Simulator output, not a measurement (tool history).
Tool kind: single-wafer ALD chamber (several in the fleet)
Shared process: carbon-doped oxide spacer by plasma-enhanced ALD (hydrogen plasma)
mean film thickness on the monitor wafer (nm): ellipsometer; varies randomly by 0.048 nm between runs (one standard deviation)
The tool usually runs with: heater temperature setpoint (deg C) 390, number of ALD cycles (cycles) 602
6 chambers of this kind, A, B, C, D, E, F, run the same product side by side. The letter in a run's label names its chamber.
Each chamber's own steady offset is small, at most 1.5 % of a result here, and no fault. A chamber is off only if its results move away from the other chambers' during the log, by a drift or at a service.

run	hour	heater temperature setpoint (deg C)	number of ALD cycles (cycles)	hours since the last thermocouple change	read-back reference wafer on the same gauge, thickness_nm	mean film thickness on the monitor wafer (nm)
1E	10.0	390	602	308.9	24.799	30.186
2C	21.7	390	602	1305.5	24.807	29.918
3D	33.3	390	602	1090.5	24.817	30.478
4F	44.8	390	602	916.9	24.821	30.290
5A	56.1	390	602	655.7	24.817	30.390
6B	63.0	390	602	490.4	24.832	30.297
7A	74.9	390	602	674.5	24.841	30.408
8C	84.4	390	602	1368.2	24.833	29.952
9F	92.4	390	602	964.5	24.846	30.301
10B	98.5	401	602	525.9	24.835	30.181
11E	106.9	401	602	405.8	24.849	30.066
12D	113.3	401	602	1170.5	24.851	30.450
13A	124.3	401	602	723.9	24.856	30.213
14E	136.5	401	602	435.4	24.858	30.116
15D	146.5	401	602	1203.7	24.869	30.435
16C	156.1	390	602	1439.9	24.869	29.979
17B	169.5	390	602	596.9	24.866	30.262
18F	183.1	390	602	1055.2	24.876	30.258
19B	195.5	390	602	622.9	24.878	30.276
20C	208.9	390	602	1492.7	24.885	30.034
21E	222.7	390	602	521.6	24.892	30.239
22F	236.2	390	602	1108.3	24.898	30.332
23A	242.5	390	602	842.1	24.893	30.423
24D	251.7	390	602	1308.9	24.892	30.592
25F	265.1	390	602	1137.2	24.909	30.360
26A	276.5	390	602	876.1	24.907	30.480
27C	284.6	390	602	1568.4	24.921	30.053
28B	294.4	390	602	721.8	24.921	30.402
29E	306.0	390	602	604.9	24.930	30.199
30D	318.2	390	602	1375.4	24.924	30.506
31C	327.6	390	602	1611.4	24.938	30.017
32B	338.3	390	602	765.7	24.930	30.378
33E	349.4	390	602	648.3	24.944	30.345
34F	358.3	390	602	1230.4	24.945	30.406
35A	369.1	390	602	968.7	24.962	30.393
36D	380.4	390	602	1437.6	24.946	30.592
37E	389.0	390	602	687.9	24.944	30.344

All chambers now run identical settings, listed one chamber a line with results as question marks. What results will each chamber show?
38A	398.9	390	602			?
38B	398.9	390	602			?
38C	398.9	390	602			?
38D	398.9	390	602			?
38E	398.9	390	602			?
38F	398.9	390	602			?

run	mean film thickness on the monitor wafer (nm)
38A	30.496
38B	30.393
38C	30.083
38D	30.609
38E	30.384
38F	30.464
